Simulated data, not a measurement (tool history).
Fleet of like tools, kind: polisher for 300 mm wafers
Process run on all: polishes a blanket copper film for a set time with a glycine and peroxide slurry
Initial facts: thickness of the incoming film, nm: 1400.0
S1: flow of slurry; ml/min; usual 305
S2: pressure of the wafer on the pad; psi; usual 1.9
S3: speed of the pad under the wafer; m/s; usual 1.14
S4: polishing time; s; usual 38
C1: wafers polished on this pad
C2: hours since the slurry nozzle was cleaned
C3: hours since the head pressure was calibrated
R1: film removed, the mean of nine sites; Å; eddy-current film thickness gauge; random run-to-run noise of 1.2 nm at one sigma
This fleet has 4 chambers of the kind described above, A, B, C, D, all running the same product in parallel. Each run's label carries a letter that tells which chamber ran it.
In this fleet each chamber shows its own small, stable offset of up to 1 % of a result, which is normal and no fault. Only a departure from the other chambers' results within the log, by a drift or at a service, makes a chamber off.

run 1C hour=11.7 | S1=305 S2=1.9 S3=1.14 S4=38 | C1=551 C2=495.7 C3=168.6 | R1=1644
-- hour=17.8 chamber B: worn pad replaced by a new one
run 2A hour=21.3 | S1=305 S2=1.9 S3=1.14 S4=38 | C1=629 C2=264.3 C3=210.1 | R1=1634.1
run 3D hour=26.8 | S1=305 S2=1.9 S3=1.14 S4=38 | C1=777 C2=321.4 C3=246.8 | R1=1634.4
-- hour=30.8 chamber C: slurry nozzle cleaned
run 4B hour=35.1 | S1=305 S2=1.9 S3=1.14 S4=38 | C1=191 C2=779.1 C3=505.8 | R1=1664.1
-- hour=38.9 chamber D: worn pad replaced by a new one
run 5A hour=43.2 | S1=305 S2=1.9 S3=1.14 S4=38 | C1=871 C2=286.2 C3=232 | R1=1609.6
run 6B hour=54.6 | S1=305 S2=1.9 S3=1.14 S4=38 | C1=406 C2=798.6 C3=525.3 | R1=1659.5
run 7C hour=62 | S1=305 S2=1.9 S3=1.14 S4=38 | C1=1106 C2=31.3 C3=218.9 | R1=1643.4
run 8D hour=70.9 | S1=305 S2=1.9 S3=1.14 S4=38 | C1=353 C2=365.5 C3=290.9 | R1=1631.7
-- hour=76.1 chamber A: worn pad replaced by a new one
run 9C hour=82.5 | S1=305 S2=1.9 S3=1.14 S4=38 | C1=1332 C2=51.8 C3=239.4 | R1=1618.7
-- hour=87.6 chamber B: slurry nozzle cleaned
run 10B hour=92.7 | S1=305 S2=1.9 S3=1.14 S4=38 | C1=826 C2=5.2 C3=563.4 | R1=1661.7
-- hour=100.4 chamber D: head pressure recalibrated
run 11A hour=100.6 | S1=305 S2=1.9 S3=1.14 S4=38 | C1=270 C2=343.6 C3=289.4 | R1=1622.4
-- hour=105 chamber B: worn pad replaced by a new one
-- hour=110.6 chamber A: slurry nozzle cleaned
run 12D hour=111.5 | S1=305 S2=1.9 S3=1.14 S4=38 | C1=800 C2=406.1 C3=11.2 | R1=1620.9
run 13A hour=119 | S1=305 S2=1.9 S3=1.14 S4=38 | C1=473 C2=8.4 C3=307.8 | R1=1631.1
run 14B hour=129.3 | S1=305 S2=1.9 S3=1.14 S4=38 | C1=268 C2=41.8 C3=600 | R1=1664.3
run 15C hour=141.2 | S1=305 S2=1.9 S3=1.14 S4=38 | C1=1979 C2=110.5 C3=298.1 | R1=1581
-- hour=148.1 chamber D: worn pad replaced by a new one
run 16D hour=150.7 | S1=305 S2=1.9 S3=1.14 S4=49 | C1=28 C2=445.3 C3=50.4 | R1=2095.5
run 17A hour=161.6 | S1=305 S2=1.9 S3=1.14 S4=49 | C1=942 C2=51 C3=350.4 | R1=2112.5
run 18C hour=170.4 | S1=305 S2=1.9 S3=1.14 S4=49 | C1=2300 C2=139.7 C3=327.3 | R1=2002.1
-- hour=179 chamber A: worn pad replaced by a new one
run 19D hour=180.3 | S1=305 S2=1.9 S3=1.14 S4=49 | C1=354 C2=474.9 C3=80 | R1=2076.3
run 20B hour=191.9 | S1=305 S2=1.9 S3=1.14 S4=38 | C1=958 C2=104.4 C3=662.6 | R1=1641.5
-- hour=193.2 chamber B: worn pad replaced by a new one
run 21B hour=204.2 | S1=305 S2=1.9 S3=1.14 S4=38 | C1=122 C2=116.7 C3=674.9 | R1=1672.8
run 22D hour=214 | S1=305 S2=1.9 S3=1.14 S4=38 | C1=726 C2=508.6 C3=113.7 | R1=1611.2
run 23C hour=221.4 | S1=305 S2=1.9 S3=1.14 S4=38 | C1=2863 C2=190.7 C3=378.3 | R1=1531.4
run 24A hour=230.2 | S1=260 S2=1.9 S3=1.14 S4=32 | C1=564 C2=119.6 C3=419 | R1=1356.9
run 25A hour=236.5 | S1=260 S2=1.9 S3=1.14 S4=32 | C1=633 C2=125.9 C3=425.3 | R1=1389.5
run 26C hour=245.3 | S1=260 S2=1.9 S3=1.14 S4=32 | C1=3126 C2=214.6 C3=402.2 | R1=1249.2
-- hour=245.9 chamber D: slurry nozzle cleaned
-- hour=249 chamber D: worn pad replaced by a new one
run 27B hour=253.9 | S1=260 S2=1.9 S3=1.14 S4=32 | C1=669 C2=166.4 C3=724.6 | R1=1362.9
run 28D hour=262.2 | S1=305 S2=1.9 S3=1.14 S4=38 | C1=146 C2=16.3 C3=161.9 | R1=1629.1
run 29C hour=270.1 | S1=305 S2=1.9 S3=1.14 S4=38 | C1=3399 C2=239.4 C3=427 | R1=1499.9

Read the log: is a single chamber off, either drifting away or since a service, is the gauge that measures every chamber drifting, or is nothing wrong beyond small per-chamber offsets? Name any odd chamber and what most likely caused it.

One chamber, C, drifts off from the rest bit by bit.
Cause: removal rate lost through wear of the pad, % = 9.32.
The log may not separate it from: head's pressure below its setpoint, %.

Which of the 4 candidates below, each the usual settings with something changed and its results left as question marks, puts chamber C back in line with what the other chambers give on the usual settings?
Counts as in line when no further than this from what the other chambers average on the usual settings: R1 43 Å
run 30C-1 hour=279.2 | S1=305 S2=2 S3=1.18 S4=39 | R1=?
run 30C-2 hour=279.2 | S1=305 S2=1.8 S3=1.1 S4=37 | R1=?
run 30C-3 hour=279.2 | S1=305 S2=1.7 S3=1.06 S4=35 | R1=?
run 30C-4 hour=279.2 | S1=305 S2=1.9 S3=1.14 S4=47 | R1=?

On the usual settings, the other chambers give on average: R1 1646.3 Å
run=30C-1 R1=1631.8
run=30C-2 R1=1348.9
run=30C-3 R1=1187.7
run=30C-4 R1=1837.3
Change 30C-1 lands the chamber within the allowed miss of the other chambers.

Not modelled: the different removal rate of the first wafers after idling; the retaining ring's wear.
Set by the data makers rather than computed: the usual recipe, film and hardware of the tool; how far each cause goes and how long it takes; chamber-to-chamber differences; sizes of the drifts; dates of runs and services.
